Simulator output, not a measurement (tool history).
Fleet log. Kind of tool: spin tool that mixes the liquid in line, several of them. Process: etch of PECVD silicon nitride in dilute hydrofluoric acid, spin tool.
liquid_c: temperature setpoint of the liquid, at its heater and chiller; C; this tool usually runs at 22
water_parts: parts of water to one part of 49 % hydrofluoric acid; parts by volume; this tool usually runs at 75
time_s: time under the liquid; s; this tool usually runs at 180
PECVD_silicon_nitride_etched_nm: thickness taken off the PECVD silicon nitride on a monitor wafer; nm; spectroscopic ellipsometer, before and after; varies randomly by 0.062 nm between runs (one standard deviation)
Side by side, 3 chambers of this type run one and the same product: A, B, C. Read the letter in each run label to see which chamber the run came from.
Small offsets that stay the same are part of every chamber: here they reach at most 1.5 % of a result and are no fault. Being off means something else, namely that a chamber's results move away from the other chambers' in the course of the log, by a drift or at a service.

| run | day | liquid_c | water_parts | time_s | hours since the thermometer was replaced | hours since the hydrofluoric acid flow meter was replaced | read-back film thickness of the PECVD silicon nitride reference wafer, read on the same gauge (nm) | PECVD_silicon_nitride_etched_nm |
|---|---|---|---|---|---|---|---|---|
| 1A | 0.171 | 22 | 75 | 180 | 1599.6 | 1150.7 | 29.997 | 7.6773 |
| 2C | 0.321 | 22 | 75 | 180 | 210.6 | 1161.5 | 29.986 | 7.6549 |
| 3B | 0.429 | 22 | 75 | 180 | 1924.7 | 682.1 | 30.044 | 7.6980 |
| 4B | 0.600 | 22 | 75 | 180 | 1928.8 | 686.2 | 29.989 | 7.7575 |
| 5C | 0.692 | 22 | 75 | 180 | 219.5 | 1170.4 | 29.997 | 7.7829 |
| 6A | 0.842 | 22 | 75 | 180 | 1615.7 | 1166.8 | 29.969 | 7.7878 |
| 7C | 0.946 | 22 | 75 | 180 | 225.6 | 1176.5 | 30.002 | 7.7781 |
| 8B | 1.062 | 22 | 75 | 180 | 1939.9 | 697.3 | 29.968 | 7.6584 |
| 9A | 1.229 | 22 | 75 | 180 | 1625.0 | 1176.1 | 29.970 | 7.6966 |
| 10A | 1.396 | 22 | 75 | 180 | 1629.0 | 1180.1 | 29.986 | 7.7225 |
| 11B | 1.504 | 22 | 75 | 180 | 1950.5 | 707.9 | 29.983 | 7.6957 |
| 12C | 1.654 | 22 | 75 | 180 | 242.6 | 1193.5 | 30.006 | 7.8388 |
| 13A | 1.775 | 22 | 75 | 180 | 1638.1 | 1189.2 | 30.022 | 7.6629 |
| 14B | 1.958 | 22 | 75 | 180 | 1961.4 | 718.8 | 30.013 | 7.6699 |
| 15C | 2.146 | 22 | 55 | 180 | 254.4 | 1205.3 | 29.991 | 10.3330 |
| 16A | 2.312 | 22 | 55 | 180 | 1651.0 | 1202.1 | 30.026 | 10.2560 |
| 17C | 2.483 | 22 | 55 | 180 | 262.5 | 1213.4 | 29.964 | 10.4060 |
| 18B | 2.675 | 22 | 75 | 180 | 1978.6 | 736.0 | 29.981 | 7.7217 |
| 19A | 2.858 | 22 | 75 | 180 | 1664.1 | 1215.2 | 29.998 | 7.7507 |
| 20B | 2.971 | 22 | 75 | 180 | 1985.7 | 743.1 | 29.986 | 7.8479 |
| 21C | 3.142 | 22 | 75 | 180 | 278.3 | 1229.2 | 30.001 | 7.8452 |
| 22C | 3.229 | 22 | 75 | 180 | 280.4 | 1231.3 | 29.969 | 7.8565 |
| 23A | 3.371 | 22 | 75 | 180 | 1676.4 | 1227.5 | 30.011 | 7.6876 |
| 24B | 3.483 | 22 | 75 | 85 | 1998.0 | 755.4 | 29.954 | 3.6684 |
| 25B | 3.571 | 22 | 75 | 85 | 2000.1 | 757.5 | 29.997 | 3.6408 |
| 26C | 3.742 | 22 | 75 | 85 | 292.7 | 1243.6 | 30.025 | 3.6344 |

Which is it: a chamber that has drifted or been left off by a service, a gauge drift common to all chambers, or only each chamber's usual small offset? If a chamber is off, name it and its likeliest cause.

Neither any chamber nor the gauge drifts; the chambers differ only by their own small, steady offsets.
